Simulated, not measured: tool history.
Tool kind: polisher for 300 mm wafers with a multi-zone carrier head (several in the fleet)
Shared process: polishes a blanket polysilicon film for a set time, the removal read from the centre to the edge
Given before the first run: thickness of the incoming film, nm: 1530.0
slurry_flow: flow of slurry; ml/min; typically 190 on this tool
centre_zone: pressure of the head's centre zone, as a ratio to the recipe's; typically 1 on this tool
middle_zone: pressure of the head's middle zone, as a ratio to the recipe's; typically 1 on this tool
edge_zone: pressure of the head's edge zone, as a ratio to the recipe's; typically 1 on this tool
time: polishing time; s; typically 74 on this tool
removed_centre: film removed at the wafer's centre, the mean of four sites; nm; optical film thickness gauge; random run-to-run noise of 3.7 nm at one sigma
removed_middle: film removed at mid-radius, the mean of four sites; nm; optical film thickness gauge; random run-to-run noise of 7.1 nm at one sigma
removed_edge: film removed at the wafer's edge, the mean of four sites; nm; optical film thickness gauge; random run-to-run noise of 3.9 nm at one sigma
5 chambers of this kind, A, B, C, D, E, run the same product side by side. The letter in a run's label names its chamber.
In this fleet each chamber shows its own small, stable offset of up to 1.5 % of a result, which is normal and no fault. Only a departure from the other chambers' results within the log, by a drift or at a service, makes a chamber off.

| run | day | slurry_flow | centre_zone | middle_zone | edge_zone | time | wafers polished on this pad | hours since the slurry nozzle was cleaned | hours since the centre zone pressure was calibrated | hours since the edge zone pressure was calibrated | removed_centre | removed_middle | removed_edge |
|---|---|---|---|---|---|---|---|---|---|---|---|---|---|
| 1D | 0.167 | 190 | 1 | 1 | 1 | 74 | 679 | 217.2 | 112.7 | 408.7 | 562.54 | 565.23 | 562.85 |
|  | 0.221 | chamber B: slurry nozzle cleaned |
| 2A | 0.296 | 190 | 1 | 1 | 1 | 74 | 243 | 217.1 | 614.4 | 267.8 | 570.66 | 558.06 | 565.96 |
| 3C | 0.392 | 190 | 1 | 1 | 1 | 74 | 318 | 421.3 | 264.2 | 567.2 | 568.89 | 558.79 | 571.22 |
| 4E | 0.542 | 190 | 1 | 1 | 1 | 74 | 217 | 126.4 | 494.3 | 205.5 | 571.75 | 557.11 | 562.32 |
| 5B | 0.679 | 190 | 1 | 1 | 1 | 74 | 1000 | 11.1 | 229.9 | 703.2 | 563.16 | 552.98 | 568.93 |
| 6D | 0.833 | 190 | 1 | 1 | 1 | 74 | 869 | 233.2 | 128.7 | 424.7 | 566.61 | 573.7 | 561.82 |
| 7C | 1.012 | 190 | 1 | 1 | 1 | 58 | 495 | 436.2 | 279.1 | 582.1 | 447.2 | 465.01 | 447.03 |
| 8A | 1.142 | 190 | 1 | 1 | 1 | 58 | 483 | 237.4 | 634.7 | 288.1 | 447.02 | 448.17 | 437.62 |
| 9E | 1.242 | 190 | 1 | 1 | 1 | 58 | 416 | 143.2 | 511.1 | 222.3 | 451.59 | 449.1 | 444.4 |
| 10B | 1.346 | 190 | 1 | 1 | 1 | 58 | 1189 | 27.1 | 245.9 | 719.2 | 445.21 | 440.05 | 443.58 |
|  | 1.367 | chamber B: worn pad replaced by a new one |
| 11A | 1.525 | 190 | 1 | 1 | 1 | 58 | 593 | 246.6 | 643.9 | 297.3 | 447.62 | 438 | 444.48 |
| 12B | 1.696 | 190 | 1 | 1 | 1 | 74 | 94 | 35.5 | 254.3 | 727.6 | 564.73 | 566.03 | 566.31 |
| 13C | 1.8 | 190 | 1 | 1 | 1 | 74 | 719 | 455.1 | 298 | 601 | 564.83 | 575.39 | 567.73 |
| 14E | 1.975 | 190 | 1 | 1 | 1 | 74 | 625 | 160.8 | 528.7 | 239.9 | 572.89 | 574.18 | 566.74 |
| 15D | 2.071 | 190 | 1 | 1 | 1 | 74 | 1221 | 262.9 | 158.4 | 454.4 | 566.49 | 567.88 | 555.09 |
|  | 2.146 | chamber D: worn pad replaced by a new one |
| 16E | 2.2 | 190 | 1 | 1 | 1 | 74 | 689 | 166.2 | 534.1 | 245.3 | 573.26 | 565.4 | 557.85 |
| 17C | 2.35 | 190 | 1 | 1 | 1 | 74 | 876 | 468.3 | 311.2 | 614.2 | 569.81 | 578.38 | 572.31 |
| 18D | 2.446 | 190 | 1 | 1 | 1 | 74 | 86 | 271.9 | 167.4 | 463.4 | 565.61 | 556.34 | 558.45 |
| 19A | 2.6 | 190 | 1 | 1 | 1 | 74 | 899 | 272.4 | 669.7 | 323.1 | 571.73 | 557.82 | 569.66 |
| 20B | 2.717 | 190 | 1 | 1 | 1 | 74 | 384 | 60 | 278.8 | 752.1 | 566.01 | 562.2 | 568.25 |
| 21D | 2.883 | 190 | 1 | 1 | 1 | 74 | 211 | 282.4 | 177.9 | 473.9 | 564.24 | 567.88 | 560.82 |
| 22B | 2.979 | 190 | 1 | 1 | 1 | 74 | 459 | 66.3 | 285.1 | 758.4 | 567.58 | 566.33 | 562.13 |
| 23C | 3.146 | 190 | 1 | 1 | 1 | 74 | 1102 | 487.4 | 330.3 | 633.3 | 567.18 | 571.94 | 559.87 |
| 24A | 3.325 | 210 | 1 | 1 | 1 | 95 | 1105 | 289.8 | 687.1 | 340.5 | 738.04 | 734.03 | 728.31 |
| 25E | 3.404 | 210 | 1 | 1 | 1 | 95 | 1032 | 195.1 | 563 | 274.2 | 740.47 | 726.94 | 738.03 |
|  | 3.408 | chamber E: worn pad replaced by a new one |
|  | 3.408 | chamber E: slurry nozzle cleaned |
| 26B | 3.521 | 210 | 1 | 1 | 1 | 95 | 613 | 79.3 | 298.1 | 771.4 | 741.24 | 734.31 | 731.94 |
| 27E | 3.604 | 210 | 1 | 1 | 1 | 95 | 56 | 4.8 | 567.8 | 279 | 747.48 | 751.64 | 746.95 |
|  | 3.617 | chamber E: edge zone pressure recalibrated |
|  | 3.646 | chamber C: worn pad replaced by a new one |
| 28D | 3.771 | 210 | 1 | 1 | 1 | 95 | 463 | 303.7 | 199.2 | 495.2 | 736.35 | 740.66 | 723.46 |
| 29A | 3.854 | 190 | 1 | 1 | 1 | 74 | 1256 | 302.5 | 699.8 | 353.2 | 564.83 | 565.63 | 556.21 |
| 30C | 4.025 | 190 | 1 | 1 | 1 | 74 | 108 | 508.5 | 351.4 | 654.4 | 572.81 | 571.34 | 566.3 |
| 31A | 4.125 | 190 | 1 | 1 | 1 | 74 | 1333 | 309 | 706.3 | 359.7 | 565.83 | 568.31 | 554.02 |
| 32C | 4.242 | 190 | 1 | 1 | 1 | 74 | 170 | 513.7 | 356.6 | 659.6 | 566.92 | 555.63 | 570.7 |
| 33B | 4.392 | 190 | 1 | 1 | 1 | 74 | 861 | 100.2 | 319 | 792.3 | 556.68 | 578.1 | 568.32 |
| 34E | 4.558 | 190 | 1 | 1 | 1 | 74 | 328 | 27.7 | 590.7 | 22.7 | 574.34 | 564.36 | 566.21 |
| 35D | 4.683 | 190 | 1 | 1 | 1.09 | 74 | 723 | 325.6 | 221.1 | 517.1 | 566.57 | 561.84 | 584.99 |
| 36B | 4.854 | 190 | 1 | 1 | 1.09 | 74 | 993 | 111.3 | 330.1 | 803.4 | 563.46 | 553.97 | 598.99 |
| 37E | 4.958 | 190 | 1 | 1 | 1.09 | 74 | 442 | 37.3 | 600.3 | 32.3 | 566.2 | 553.58 | 589.14 |
| 38C | 5.096 | 190 | 1 | 1 | 1.09 | 74 | 413 | 534.2 | 377.1 | 680.1 | 568.52 | 574.88 | 596.02 |
|  | 5.158 | chamber A: worn pad replaced by a new one |
| 39A | 5.242 | 190 | 1 | 1 | 1.09 | 74 | 24 | 335.8 | 733.1 | 386.5 | 571 | 565.82 | 585.47 |
| 40D | 5.412 | 190 | 1 | 1 | 1 | 74 | 931 | 343.1 | 238.6 | 534.6 | 563.58 | 557.94 | 564.37 |
| 41D | 5.567 | 190 | 1 | 1 | 1 | 57 | 974 | 346.8 | 242.3 | 538.3 | 442.62 | 437.06 | 427.27 |

Is one chamber out of step, is the gauge drifting, or do the chambers differ by no more than their own small offsets? For an off chamber, give its letter and the likeliest cause.

Nothing is wrong: each chamber keeps only its own small, steady offset and the gauge holds still.
